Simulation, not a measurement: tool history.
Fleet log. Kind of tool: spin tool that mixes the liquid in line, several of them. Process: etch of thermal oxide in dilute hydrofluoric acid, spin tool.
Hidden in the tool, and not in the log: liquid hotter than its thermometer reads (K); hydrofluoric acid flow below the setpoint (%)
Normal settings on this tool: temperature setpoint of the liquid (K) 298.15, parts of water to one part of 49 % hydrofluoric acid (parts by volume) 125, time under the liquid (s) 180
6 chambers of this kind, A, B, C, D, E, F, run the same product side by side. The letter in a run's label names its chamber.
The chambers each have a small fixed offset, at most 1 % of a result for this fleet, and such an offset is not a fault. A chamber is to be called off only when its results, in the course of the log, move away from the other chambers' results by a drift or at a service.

| run | hour | temperature setpoint of the liquid (K) | parts of water to one part of 49 % hydrofluoric acid (parts by volume) | time under the liquid (s) | hours since the thermometer was replaced | hours since the hydrofluoric acid flow meter was replaced | read-back film thickness of the thermal oxide reference wafer, read on the same gauge (nm) | thickness taken off the thermal oxide on a monitor wafer (nm) |
|---|---|---|---|---|---|---|---|---|
| 1E | 11.5 | 298.15 | 125 | 180 | 1147.9 | 862.3 | 140 | 6.5225 |
| 2D | 20.7 | 298.15 | 125 | 180 | 246.6 | 1211.5 | 140 | 6.5874 |
| 3A | 30.3 | 298.15 | 125 | 180 | 2169.1 | 908.5 | 140.01 | 6.5297 |
| 4F | 40.2 | 298.15 | 125 | 180 | 330.3 | 182.9 | 140 | 6.6351 |
|  | 49.1 | chamber B: thermometer replaced |
| 5C | 51.8 | 298.15 | 125 | 180 | 373.8 | 572.5 | 139.99 | 6.5765 |
| 6B | 59.8 | 298.15 | 125 | 180 | 10.7 | 808.1 | 140 | 6.6035 |
| 7A | 69.9 | 298.15 | 125 | 180 | 2208.7 | 948.1 | 140 | 6.5209 |
| 8F | 79.2 | 298.15 | 125 | 180 | 369.3 | 221.9 | 139.98 | 6.64 |
| 9C | 91.3 | 298.15 | 125 | 180 | 413.3 | 612 | 139.98 | 6.6397 |
| 10B | 103.4 | 298.15 | 125 | 180 | 54.3 | 851.7 | 140 | 6.51 |
| 11E | 109.3 | 298.15 | 125 | 180 | 1245.7 | 960.1 | 140 | 6.7717 |
|  | 112.8 | chamber E: hydrofluoric acid flow meter replaced |
| 12D | 120.4 | 298.15 | 125 | 180 | 346.3 | 1311.2 | 140.01 | 6.5546 |
| 13A | 126.8 | 298.15 | 125 | 180 | 2265.6 | 1005 | 139.99 | 6.5012 |
| 14F | 133.4 | 298.15 | 125 | 180 | 423.5 | 276.1 | 139.99 | 6.6846 |
| 15B | 145.5 | 298.15 | 125 | 180 | 96.4 | 893.8 | 140 | 6.5186 |
| 16D | 156.4 | 298.15 | 125 | 180 | 382.3 | 1347.2 | 140.01 | 6.6604 |
|  | 157.4 | chamber D: hydrofluoric acid flow meter replaced |
| 17E | 168.9 | 298.15 | 125 | 180 | 1305.3 | 56.2 | 140 | 6.8087 |
| 18C | 179.5 | 298.15 | 125 | 180 | 501.5 | 700.2 | 140.01 | 6.5734 |
| 19E | 192.4 | 298.15 | 125 | 180 | 1328.8 | 79.7 | 140 | 6.8888 |
| 20C | 205.6 | 298.15 | 125 | 180 | 527.6 | 726.3 | 140.01 | 6.5601 |
| 21F | 218.8 | 298.15 | 125 | 180 | 508.9 | 361.5 | 140 | 6.6432 |
| 22A | 227.4 | 298.15 | 125 | 180 | 2366.2 | 1105.6 | 139.99 | 6.5097 |
| 23B | 235.4 | 298.15 | 125 | 180 | 186.3 | 983.7 | 140.01 | 6.5262 |
| 24D | 248.5 | 298.15 | 125 | 180 | 474.4 | 91.1 | 140 | 6.6674 |
| 25C | 261.1 | 298.15 | 125 | 180 | 583.1 | 781.8 | 140 | 6.638 |
| 26E | 269.4 | 298.15 | 125 | 180 | 1405.8 | 156.7 | 140.02 | 6.924 |
| 27F | 277.5 | 298.15 | 125 | 180 | 567.6 | 420.2 | 140 | 6.6606 |
|  | 281.5 | chamber C: thermometer replaced |
| 28B | 283.6 | 298.15 | 125 | 180 | 234.5 | 1031.9 | 140 | 6.565 |
| 29A | 291 | 298.15 | 160 | 180 | 2429.8 | 1169.2 | 140 | 4.9152 |
| 30D | 302.1 | 298.15 | 160 | 180 | 528 | 144.7 | 140 | 4.9101 |
| 31A | 312.2 | 298.15 | 160 | 180 | 2451 | 1190.4 | 140.01 | 4.8679 |
| 32E | 318.4 | 298.15 | 160 | 180 | 1454.8 | 205.7 | 139.99 | 5.2516 |
| 33C | 328.3 | 298.15 | 160 | 180 | 46.9 | 849 | 140.03 | 4.9695 |
|  | 335.4 | chamber F: hydrofluoric acid flow meter replaced |
| 34D | 340.8 | 298.15 | 160 | 180 | 566.7 | 183.4 | 139.98 | 4.9331 |
| 35B | 352 | 298.15 | 125 | 180 | 302.9 | 1100.3 | 140.01 | 6.5178 |
| 36F | 363.2 | 298.15 | 105 | 120 | 653.3 | 27.9 | 139.98 | 5.4365 |

Next, all 6 chambers run the settings below, one line each with question marks for the results. What does each chamber give?
| 37A | 372.7 | 298.15 | 125 | 220 |  |  |  | ? |
| 37B | 372.7 | 298.15 | 125 | 220 |  |  |  | ? |
| 37C | 372.7 | 298.15 | 125 | 220 |  |  |  | ? |
| 37D | 372.7 | 298.15 | 125 | 220 |  |  |  | ? |
| 37E | 372.7 | 298.15 | 125 | 220 |  |  |  | ? |
| 37F | 372.7 | 298.15 | 125 | 220 |  |  |  | ? |

| run | thickness taken off the thermal oxide on a monitor wafer (nm) |
|---|---|
| 37A | 7.9785 |
| 37B | 7.9438 |
| 37C | 7.9673 |
| 37D | 8.0012 |
| 37E | 8.7243 |
| 37F | 8.1026 |
